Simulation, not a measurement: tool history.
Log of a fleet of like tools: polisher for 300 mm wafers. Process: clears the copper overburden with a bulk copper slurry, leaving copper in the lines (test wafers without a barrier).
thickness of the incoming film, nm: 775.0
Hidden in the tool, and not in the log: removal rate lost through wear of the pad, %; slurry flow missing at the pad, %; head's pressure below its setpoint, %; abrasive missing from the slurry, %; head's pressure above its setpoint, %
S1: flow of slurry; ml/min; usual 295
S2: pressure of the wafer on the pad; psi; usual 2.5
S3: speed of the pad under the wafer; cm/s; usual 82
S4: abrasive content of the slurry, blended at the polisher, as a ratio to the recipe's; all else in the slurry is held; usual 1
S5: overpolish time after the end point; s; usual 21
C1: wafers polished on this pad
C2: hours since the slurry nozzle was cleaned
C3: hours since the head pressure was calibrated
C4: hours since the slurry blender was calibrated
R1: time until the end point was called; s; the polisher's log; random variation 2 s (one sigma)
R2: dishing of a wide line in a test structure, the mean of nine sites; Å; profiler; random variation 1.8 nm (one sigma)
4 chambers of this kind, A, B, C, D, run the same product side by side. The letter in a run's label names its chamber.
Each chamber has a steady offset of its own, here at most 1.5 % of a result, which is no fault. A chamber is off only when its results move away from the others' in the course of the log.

run	hour	S1	S2	S3	S4	S5	C1	C2	C3	C4	R1	R2
# hour 1.3: chamber D: slurry blender recalibrated
# hour 6.8: chamber B: slurry nozzle cleaned
1D	12.7	295	2.5	82	1	21	294	136.5	829.8	11.4	115.43	788.33
2A	26.3	295	2.5	82	1	21	349	510.6	132.5	172	116.21	833.56
3B	36.8	295	2.5	82	1	21	967	30	1032.7	298.8	114.38	807.82
4C	50.7	295	2.5	82	1	21	915	441.7	622	113.4	110.75	845.45
# hour 56.8: chamber B: worn pad replaced by a new one
5D	63	295	2.5	82	1	21	739	186.8	880.1	61.7	116.36	811.83
# hour 72.8: chamber C: worn pad replaced by a new one
6A	73.1	295	2.5	82	1	21	762	557.4	179.3	218.8	114.1	785.03
7C	79.7	295	2.5	82	1	21	61	470.7	651	142.4	113.3	818.3
8B	87.4	295	2.5	82	1	21	271	80.6	1083.3	349.4	115.51	842.03
# hour 91.2: chamber B: slurry blender recalibrated
# hour 95.8: chamber A: slurry nozzle cleaned
9B	97.2	295	2.5	82	1	21	357	90.4	1093.1	6.1	112.71	805.49
# hour 101.2: chamber C: head pressure recalibrated
10A	109.6	295	2.5	82	1	21	1085	13.8	215.8	255.3	116.02	798.5
# hour 113.3: chamber C: slurry nozzle cleaned
# hour 113.3: chamber C: slurry blender recalibrated
11C	122.6	295	2.9	82	0.8	21	440	9.3	21.5	9.4	102.46	899.33
# hour 124.9: chamber D: worn pad replaced by a new one
12D	136.1	295	2.9	82	0.8	21	99	259.9	953.2	134.8	105.76	903.42
# hour 141.7: chamber D: slurry blender recalibrated
# hour 145.7: chamber A: worn pad replaced by a new one
13D	149	295	2.9	82	0.8	21	213	272.8	966.1	7.3	104.53	839.87
14A	161.6	295	2.9	82	0.8	21	140	65.8	267.8	307.3	104.47	912.21
15C	169.8	295	2.5	82	1	21	857	56.5	68.7	56.6	115.47	807.11
16B	180.2	295	2.5	82	1	21	1091	173.4	1176.1	89.1	113.76	782.49
# hour 184.2: chamber D: slurry nozzle cleaned
# hour 187.8: chamber B: worn pad replaced by a new one
17D	192.5	295	2.5	82	1	21	598	8.3	1009.6	50.8	113.46	792.66
18B	199.8	295	2.5	82	1	21	106	193	1195.7	108.7	114.67	811.71
# hour 205.2: chamber C: worn pad replaced by a new one
19C	209.6	295	2.5	82	1	21	39	96.3	108.5	96.4	112.81	807.48
20A	217	295	2.5	82	1	21	630	121.2	323.2	362.7	115.34	816.27
21A	223.6	295	2.5	82	1	21	688	127.8	329.8	369.3	115.71	802.8
22C	237.1	295	2.5	82	1	21	282	123.8	136	123.9	110.38	808.53
23B	250.6	295	2.5	82	1	21	555	243.8	1246.5	159.5	116.27	829.32
24D	257.4	295	2.5	82	1	32	1171	73.2	1074.5	115.7	118.67	1014.7
25D	264.3	295	2.5	82	1	32	1232	80.1	1081.4	122.6	117.94	1051.3
26A	272.4	295	2.5	82	1	32	1120	176.6	378.6	418.1	112.58	1048.3
# hour 278.3: chamber D: head pressure recalibrated
27B	283.8	295	2.5	82	1	32	848	277	1279.7	192.7	115.28	1076.8
# hour 285.4: chamber D: worn pad replaced by a new one
# hour 286.9: chamber D: slurry blender recalibrated
# hour 290.6: chamber C: slurry blender recalibrated
28C	296.3	295	2.5	82	1	21	806	183	195.2	5.7	114.09	792.61
29C	302.3	295	2.5	82	1	21	859	189	201.2	11.7	111.72	821.02
# hour 306.5: chamber B: worn pad replaced by a new one
30D	311.7	295	2.5	82	1	21	232	127.5	33.4	24.9	116.22	823.57
# hour 315.5: chamber A: worn pad replaced by a new one
31B	323.8	295	2.5	82	1	21	152	317	1319.7	232.7	112.35	830.98
32A	336.8	295	2.5	82	1	21	188	241	443	482.5	116.42	840.74

All 4 chambers run these settings next. Forecast each chamber's results:
33A	346.6	295	2.5	58	1	21					?	?
33B	346.6	295	2.5	58	1	21					?	?
33C	346.6	295	2.5	58	1	21					?	?
33D	346.6	295	2.5	58	1	21					?	?

run	R1	R2
33A	160.13	667.79
33B	158.98	623.09
33C	165.71	637.82
33D	164.96	647.23

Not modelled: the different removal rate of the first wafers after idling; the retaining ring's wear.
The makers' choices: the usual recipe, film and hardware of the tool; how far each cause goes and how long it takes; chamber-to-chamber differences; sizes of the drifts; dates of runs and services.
